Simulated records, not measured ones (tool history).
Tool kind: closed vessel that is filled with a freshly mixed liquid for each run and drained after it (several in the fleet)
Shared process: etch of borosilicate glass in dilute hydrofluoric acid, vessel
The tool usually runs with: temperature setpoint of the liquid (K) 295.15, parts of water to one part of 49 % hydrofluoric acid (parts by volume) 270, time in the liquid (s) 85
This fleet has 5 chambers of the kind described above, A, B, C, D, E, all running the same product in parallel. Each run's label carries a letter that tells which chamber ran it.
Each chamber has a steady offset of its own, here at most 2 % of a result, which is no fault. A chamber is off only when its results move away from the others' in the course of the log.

run,hour,temperature setpoint of the liquid (K),parts of water to one part of 49 % hydrofluoric acid (parts by volume),time in the liquid (s),"read-back film thickness of the borosilicate glass reference wafer, read on the same gauge (nm)",thickness taken off the borosilicate glass on a monitor wafer (Å)
1A,3.4,295.15,270,85,140.02,81.579
2C,7.2,295.15,270,85,139.98,80.833
3B,10.3,295.15,270,85,139.92,82.117
4E,13.4,295.15,270,85,139.98,81.918
5D,17.9,295.15,270,85,140.00,81.259
6A,22.7,295.15,270,85,140.00,81.816
7B,27.2,295.15,270,85,139.99,82.640
8C,30.5,295.15,270,85,139.99,80.022
9E,33.8,295.15,270,85,139.97,80.846
10D,38.8,295.15,270,85,140.03,80.623
11A,43.2,295.15,270,85,139.97,81.158
12E,47.1,295.15,270,85,139.96,81.914
13B,51.0,295.15,270,85,139.98,82.831
14C,53.6,295.15,270,85,140.00,79.985
15D,56.9,295.15,345,55,140.00,38.370
16C,61.4,295.15,345,55,139.97,36.945
17B,63.7,295.15,345,55,140.00,39.011
18E,67.3,295.15,345,55,139.97,38.941
19A,70.2,295.15,345,55,140.00,38.425
20D,74.7,295.15,200,40,140.02,54.872
21A,77.4,295.15,200,40,139.98,54.860
22C,79.8,295.15,200,40,139.96,53.907
23B,83.2,295.15,200,40,139.98,55.613
24D,86.8,295.15,200,40,140.03,54.501
25E,89.3,295.15,270,85,140.02,80.826
26A,92.2,295.15,270,85,140.01,82.127
27D,94.8,295.15,270,85,140.02,80.914
28C,97.3,295.15,270,85,140.07,75.089
29E,102.0,295.15,270,85,139.97,81.722
30B,107.0,295.15,270,85,139.99,83.001
31A,111.7,295.15,270,85,140.01,81.879
32E,115.4,295.15,270,85,140.00,81.699
33B,119.4,295.15,270,85,140.00,82.547
34D,123.8,295.15,270,85,140.03,81.231
35C,127.3,295.15,270,85,139.97,74.188
36B,130.8,295.15,270,85,140.02,81.360
37A,134.7,295.15,270,85,139.96,81.150

Which is it: a chamber that has drifted or been left off by a service, a gauge drift common to all chambers, or only each chamber's usual small offset? If a chamber is off, name it and its likeliest cause.

Little by little, chamber C moves away from the other chambers.
What lies behind it: hydrofluoric acid flow below the setpoint (%) = 7.27.
Not necessarily distinguishable in this log from: liquid colder than its thermometer reads (K).

Here are 4 candidates for chamber C's next run, each the usual settings with a change, their results left as question marks. Which one brings its results back in line with what the others give on the usual settings?
To be in line, a result may differ from the other chambers' mean on the usual settings by at most: thickness taken off the borosilicate glass on a monitor wafer (Å) 2.600
38C-1,138.3,295.15,280,80,,?
38C-2,138.3,295.65,230,85,,?
38C-3,138.3,295.15,270,95,,?
38C-4,138.3,295.15,290,75,,?

The other chambers' mean on the usual settings: thickness taken off the borosilicate glass on a monitor wafer (Å) 81.597
run,thickness taken off the borosilicate glass on a monitor wafer (Å)
38C-1,66.082
38C-2,91.696
38C-3,82.211
38C-4,59.218
38C-3 brings the chamber back in line.
